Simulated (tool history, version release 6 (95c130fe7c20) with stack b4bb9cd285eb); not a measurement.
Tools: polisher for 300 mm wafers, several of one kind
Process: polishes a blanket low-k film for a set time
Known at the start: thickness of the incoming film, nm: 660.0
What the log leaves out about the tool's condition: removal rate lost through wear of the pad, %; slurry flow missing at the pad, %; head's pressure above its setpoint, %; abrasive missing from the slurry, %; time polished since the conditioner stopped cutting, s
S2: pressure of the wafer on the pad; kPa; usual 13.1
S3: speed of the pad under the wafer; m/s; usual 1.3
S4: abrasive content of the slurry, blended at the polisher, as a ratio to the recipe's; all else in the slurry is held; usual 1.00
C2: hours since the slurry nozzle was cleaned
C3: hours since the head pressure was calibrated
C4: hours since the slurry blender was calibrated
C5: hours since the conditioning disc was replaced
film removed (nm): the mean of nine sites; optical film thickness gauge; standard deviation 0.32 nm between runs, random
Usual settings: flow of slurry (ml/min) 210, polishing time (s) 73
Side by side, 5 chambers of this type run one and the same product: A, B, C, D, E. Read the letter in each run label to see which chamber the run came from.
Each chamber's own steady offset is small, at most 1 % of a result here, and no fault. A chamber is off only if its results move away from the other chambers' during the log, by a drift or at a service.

{"run": "1B", "hour": 5.8, "flow of slurry (ml/min)": 210, "S2": 13.1, "S3": 1.3, "S4": 1.0, "polishing time (s)": 73, "wafers polished on this pad": 414, "C2": 91.0, "C3": 171.2, "C4": 79.4, "C5": 261.7, "film removed (nm)": 41.96}
{"hour": 8.1, "done": "chamber C: slurry blender recalibrated"}
{"run": "2E", "hour": 8.7, "flow of slurry (ml/min)": 210, "S2": 13.1, "S3": 1.3, "S4": 1.0, "polishing time (s)": 73, "wafers polished on this pad": 1070, "C2": 463.6, "C3": 140.1, "C4": 19.5, "C5": 55.5, "film removed (nm)": 43.393}
{"run": "3C", "hour": 13.6, "flow of slurry (ml/min)": 210, "S2": 13.1, "S3": 1.3, "S4": 1.0, "polishing time (s)": 73, "wafers polished on this pad": 946, "C2": 71.6, "C3": 464.5, "C4": 5.6, "C5": 355.0, "film removed (nm)": 43.068}
{"hour": 15.3, "done": "chamber A: head pressure recalibrated"}
{"run": "4A", "hour": 19.6, "flow of slurry (ml/min)": 210, "S2": 13.1, "S3": 1.3, "S4": 1.0, "polishing time (s)": 73, "wafers polished on this pad": 434, "C2": 76.0, "C3": 4.4, "C4": 399.8, "C5": 148.0, "film removed (nm)": 42.002}
{"run": "5D", "hour": 25.5, "flow of slurry (ml/min)": 210, "S2": 13.1, "S3": 1.3, "S4": 1.0, "polishing time (s)": 73, "wafers polished on this pad": 805, "C2": 196.0, "C3": 144.7, "C4": 82.2, "C5": 71.0, "film removed (nm)": 42.567}
{"run": "6E", "hour": 28.3, "flow of slurry (ml/min)": 210, "S2": 13.1, "S3": 1.3, "S4": 1.0, "polishing time (s)": 73, "wafers polished on this pad": 1203, "C2": 483.2, "C3": 159.7, "C4": 39.1, "C5": 75.1, "film removed (nm)": 42.736}
{"hour": 31.7, "done": "chamber E: worn pad replaced by a new one"}
{"run": "7B", "hour": 33.9, "flow of slurry (ml/min)": 210, "S2": 13.1, "S3": 1.5, "S4": 1.0, "polishing time (s)": 50, "wafers polished on this pad": 605, "C2": 119.1, "C3": 199.3, "C4": 107.5, "C5": 289.8, "film removed (nm)": 33.002}
{"hour": 35.5, "done": "chamber C: worn pad replaced by a new one"}
{"run": "8A", "hour": 39.9, "flow of slurry (ml/min)": 210, "S2": 13.1, "S3": 1.5, "S4": 1.0, "polishing time (s)": 50, "wafers polished on this pad": 572, "C2": 96.3, "C3": 24.7, "C4": 420.1, "C5": 168.3, "film removed (nm)": 32.372}
{"hour": 43.1, "done": "chamber B: worn pad replaced by a new one"}
{"run": "9C", "hour": 45.3, "flow of slurry (ml/min)": 210, "S2": 13.1, "S3": 1.5, "S4": 1.0, "polishing time (s)": 50, "wafers polished on this pad": 66, "C2": 103.3, "C3": 496.2, "C4": 37.3, "C5": 386.7, "film removed (nm)": 33.334}
{"hour": 47.5, "done": "chamber D: worn pad replaced by a new one"}
{"hour": 49.5, "done": "chamber D: slurry blender recalibrated"}
{"run": "10D", "hour": 51.5, "flow of slurry (ml/min)": 210, "S2": 13.1, "S3": 1.5, "S4": 1.0, "polishing time (s)": 50, "wafers polished on this pad": 27, "C2": 222.0, "C3": 170.7, "C4": 2.0, "C5": 97.0, "film removed (nm)": 32.491}
{"run": "11E", "hour": 57.7, "flow of slurry (ml/min)": 210, "S2": 13.1, "S3": 1.5, "S4": 1.0, "polishing time (s)": 50, "wafers polished on this pad": 176, "C2": 512.6, "C3": 189.1, "C4": 68.5, "C5": 104.5, "film removed (nm)": 32.958}
{"run": "12D", "hour": 61.5, "flow of slurry (ml/min)": 210, "S2": 13.1, "S3": 1.3, "S4": 1.0, "polishing time (s)": 73, "wafers polished on this pad": 95, "C2": 232.0, "C3": 180.7, "C4": 12.0, "C5": 107.0, "film removed (nm)": 42.462}
{"hour": 62.2, "done": "chamber C: conditioning disc replaced and pad reconditioned"}
{"run": "13C", "hour": 66.7, "flow of slurry (ml/min)": 210, "S2": 13.1, "S3": 1.3, "S4": 1.0, "polishing time (s)": 73, "wafers polished on this pad": 211, "C2": 124.7, "C3": 517.6, "C4": 58.7, "C5": 4.5, "film removed (nm)": 43.18}
{"run": "14B", "hour": 72.9, "flow of slurry (ml/min)": 210, "S2": 13.1, "S3": 1.3, "S4": 1.0, "polishing time (s)": 73, "wafers polished on this pad": 202, "C2": 158.1, "C3": 238.3, "C4": 146.5, "C5": 328.8, "film removed (nm)": 42.205}
{"run": "15A", "hour": 77.4, "flow of slurry (ml/min)": 210, "S2": 13.1, "S3": 1.3, "S4": 1.0, "polishing time (s)": 73, "wafers polished on this pad": 826, "C2": 133.8, "C3": 62.2, "C4": 457.6, "C5": 205.8, "film removed (nm)": 42.264}
{"run": "16E", "hour": 81.0, "flow of slurry (ml/min)": 210, "S2": 13.1, "S3": 1.3, "S4": 1.0, "polishing time (s)": 73, "wafers polished on this pad": 334, "C2": 535.9, "C3": 212.4, "C4": 91.8, "C5": 127.8, "film removed (nm)": 42.695}
{"run": "17D", "hour": 86.2, "flow of slurry (ml/min)": 145, "S2": 13.1, "S3": 1.3, "S4": 1.15, "polishing time (s)": 73, "wafers polished on this pad": 262, "C2": 256.7, "C3": 205.4, "C4": 36.7, "C5": 131.7, "film removed (nm)": 42.651}
{"hour": 87.2, "done": "chamber D: slurry nozzle cleaned"}
{"run": "18C", "hour": 91.7, "flow of slurry (ml/min)": 145, "S2": 13.1, "S3": 1.3, "S4": 1.15, "polishing time (s)": 73, "wafers polished on this pad": 381, "C2": 149.7, "C3": 542.6, "C4": 83.7, "C5": 29.5, "film removed (nm)": 44.032}
{"hour": 94.7, "done": "chamber A: worn pad replaced by a new one"}
{"run": "19A", "hour": 96.3, "flow of slurry (ml/min)": 145, "S2": 13.1, "S3": 1.3, "S4": 1.15, "polishing time (s)": 73, "wafers polished on this pad": 11, "C2": 152.7, "C3": 81.1, "C4": 476.5, "C5": 224.7, "film removed (nm)": 42.908}
{"hour": 99.7, "done": "chamber D: conditioning disc replaced and pad reconditioned"}
{"run": "20B", "hour": 101.4, "flow of slurry (ml/min)": 145, "S2": 13.1, "S3": 1.3, "S4": 1.15, "polishing time (s)": 73, "wafers polished on this pad": 395, "C2": 186.6, "C3": 266.8, "C4": 175.0, "C5": 357.3, "film removed (nm)": 42.753}
{"run": "21C", "hour": 105.0, "flow of slurry (ml/min)": 145, "S2": 13.1, "S3": 1.3, "S4": 1.15, "polishing time (s)": 73, "wafers polished on this pad": 471, "C2": 163.0, "C3": 555.9, "C4": 97.0, "C5": 42.8, "film removed (nm)": 43.784}
{"run": "22B", "hour": 110.1, "flow of slurry (ml/min)": 210, "S2": 13.1, "S3": 1.3, "S4": 1.0, "polishing time (s)": 73, "wafers polished on this pad": 454, "C2": 195.3, "C3": 275.5, "C4": 183.7, "C5": 366.0, "film removed (nm)": 42.311}
{"run": "23A", "hour": 115.7, "flow of slurry (ml/min)": 210, "S2": 13.1, "S3": 1.3, "S4": 1.0, "polishing time (s)": 73, "wafers polished on this pad": 142, "C2": 172.1, "C3": 100.5, "C4": 495.9, "C5": 244.1, "film removed (nm)": 42.526}
{"run": "24D", "hour": 120.6, "flow of slurry (ml/min)": 210, "S2": 13.1, "S3": 1.3, "S4": 1.0, "polishing time (s)": 73, "wafers polished on this pad": 495, "C2": 33.5, "C3": 239.8, "C4": 71.1, "C5": 21.0, "film removed (nm)": 42.517}
{"run": "25E", "hour": 125.6, "flow of slurry (ml/min)": 210, "S2": 13.1, "S3": 1.3, "S4": 1.0, "polishing time (s)": 73, "wafers polished on this pad": 636, "C2": 580.5, "C3": 257.0, "C4": 136.4, "C5": 172.4, "film removed (nm)": 42.908}
{"run": "26C", "hour": 128.5, "flow of slurry (ml/min)": 210, "S2": 16.5, "S3": 1.3, "S4": 1.0, "polishing time (s)": 73, "wafers polished on this pad": 630, "C2": 186.5, "C3": 579.4, "C4": 120.5, "C5": 66.3, "film removed (nm)": 56.135}
{"hour": 131.7, "done": "chamber B: slurry blender recalibrated"}
{"hour": 133.1, "done": "chamber A: slurry blender recalibrated"}
{"run": "27D", "hour": 134.4, "flow of slurry (ml/min)": 210, "S2": 16.5, "S3": 1.3, "S4": 1.0, "polishing time (s)": 73, "wafers polished on this pad": 589, "C2": 47.3, "C3": 253.6, "C4": 84.9, "C5": 34.8, "film removed (nm)": 53.988}
{"run": "28E", "hour": 140.1, "flow of slurry (ml/min)": 210, "S2": 16.5, "S3": 1.3, "S4": 1.0, "polishing time (s)": 73, "wafers polished on this pad": 734, "C2": 595.0, "C3": 271.5, "C4": 150.9, "C5": 186.9, "film removed (nm)": 53.943}
{"run": "29B", "hour": 145.9, "flow of slurry (ml/min)": 210, "S2": 16.5, "S3": 1.3, "S4": 1.0, "polishing time (s)": 73, "wafers polished on this pad": 697, "C2": 231.1, "C3": 311.3, "C4": 14.3, "C5": 401.8, "film removed (nm)": 53.196}
{"hour": 148.2, "done": "chamber A: conditioning disc replaced and pad reconditioned"}
{"run": "30A", "hour": 151.8, "flow of slurry (ml/min)": 210, "S2": 16.5, "S3": 1.3, "S4": 1.0, "polishing time (s)": 73, "wafers polished on this pad": 387, "C2": 208.2, "C3": 136.6, "C4": 18.7, "C5": 3.6, "film removed (nm)": 54.198}
{"run": "31A", "hour": 157.8, "flow of slurry (ml/min)": 210, "S2": 13.1, "S3": 1.3, "S4": 1.0, "polishing time (s)": 73, "wafers polished on this pad": 427, "C2": 214.2, "C3": 142.6, "C4": 24.7, "C5": 9.6, "film removed (nm)": 43.229}
{"hour": 158.9, "done": "chamber D: slurry blender recalibrated"}
{"run": "32B", "hour": 163.6, "flow of slurry (ml/min)": 180, "S2": 13.1, "S3": 1.3, "S4": 1.0, "polishing time (s)": 59, "wafers polished on this pad": 817, "C2": 248.8, "C3": 329.0, "C4": 32.0, "C5": 419.5, "film removed (nm)": 33.095}
{"run": "33D", "hour": 166.3, "flow of slurry (ml/min)": 180, "S2": 13.1, "S3": 1.3, "S4": 1.0, "polishing time (s)": 59, "wafers polished on this pad": 805, "C2": 79.2, "C3": 285.5, "C4": 7.5, "C5": 66.7, "film removed (nm)": 33.472}
{"run": "34C", "hour": 169.3, "flow of slurry (ml/min)": 180, "S2": 13.1, "S3": 1.3, "S4": 1.0, "polishing time (s)": 59, "wafers polished on this pad": 906, "C2": 227.3, "C3": 620.2, "C4": 161.3, "C5": 107.1, "film removed (nm)": 35.271}
{"run": "35E", "hour": 174.8, "flow of slurry (ml/min)": 180, "S2": 13.1, "S3": 1.3, "S4": 1.0, "polishing time (s)": 59, "wafers polished on this pad": 969, "C2": 629.7, "C3": 306.2, "C4": 185.6, "C5": 221.6, "film removed (nm)": 33.943}

Is one chamber out of step, is the gauge drifting, or do the chambers differ by no more than their own small offsets? For an off chamber, give its letter and the likeliest cause.

One chamber, C, drifts off from the rest bit by bit.
What lies behind it: head's pressure above its setpoint, % = 4.62.

Which of the 4 candidates below, each the usual settings with something changed and its results left as question marks, puts chamber C back in line with what the other chambers give on the usual settings?
A result is in line if it is within this distance of the other chambers' mean on the usual settings: film removed (nm) 1.100
{"run": "36C-1", "hour": 179.2, "flow of slurry (ml/min)": 210, "S2": 13.1, "S3": 1.24, "S4": 1.0, "polishing time (s)": 69, "film removed (nm)": "?"}
{"run": "36C-2", "hour": 179.2, "flow of slurry (ml/min)": 210, "S2": 13.8, "S3": 1.3, "S4": 1.0, "polishing time (s)": 76, "film removed (nm)": "?"}
{"run": "36C-3", "hour": 179.2, "flow of slurry (ml/min)": 210, "S2": 13.1, "S3": 1.28, "S4": 1.0, "polishing time (s)": 71, "film removed (nm)": "?"}
{"run": "36C-4", "hour": 179.2, "flow of slurry (ml/min)": 210, "S2": 13.1, "S3": 1.3, "S4": 1.1, "polishing time (s)": 73, "film removed (nm)": "?"}

On the usual settings, the other chambers give on average: film removed (nm) 42.520
run=36C-1 film_removed_(nm)=40.291
run=36C-2 film_removed_(nm)=48.540
run=36C-3 film_removed_(nm)=42.542
run=36C-4 film_removed_(nm)=46.224
With 36C-3, the chamber falls back in line with the rest.
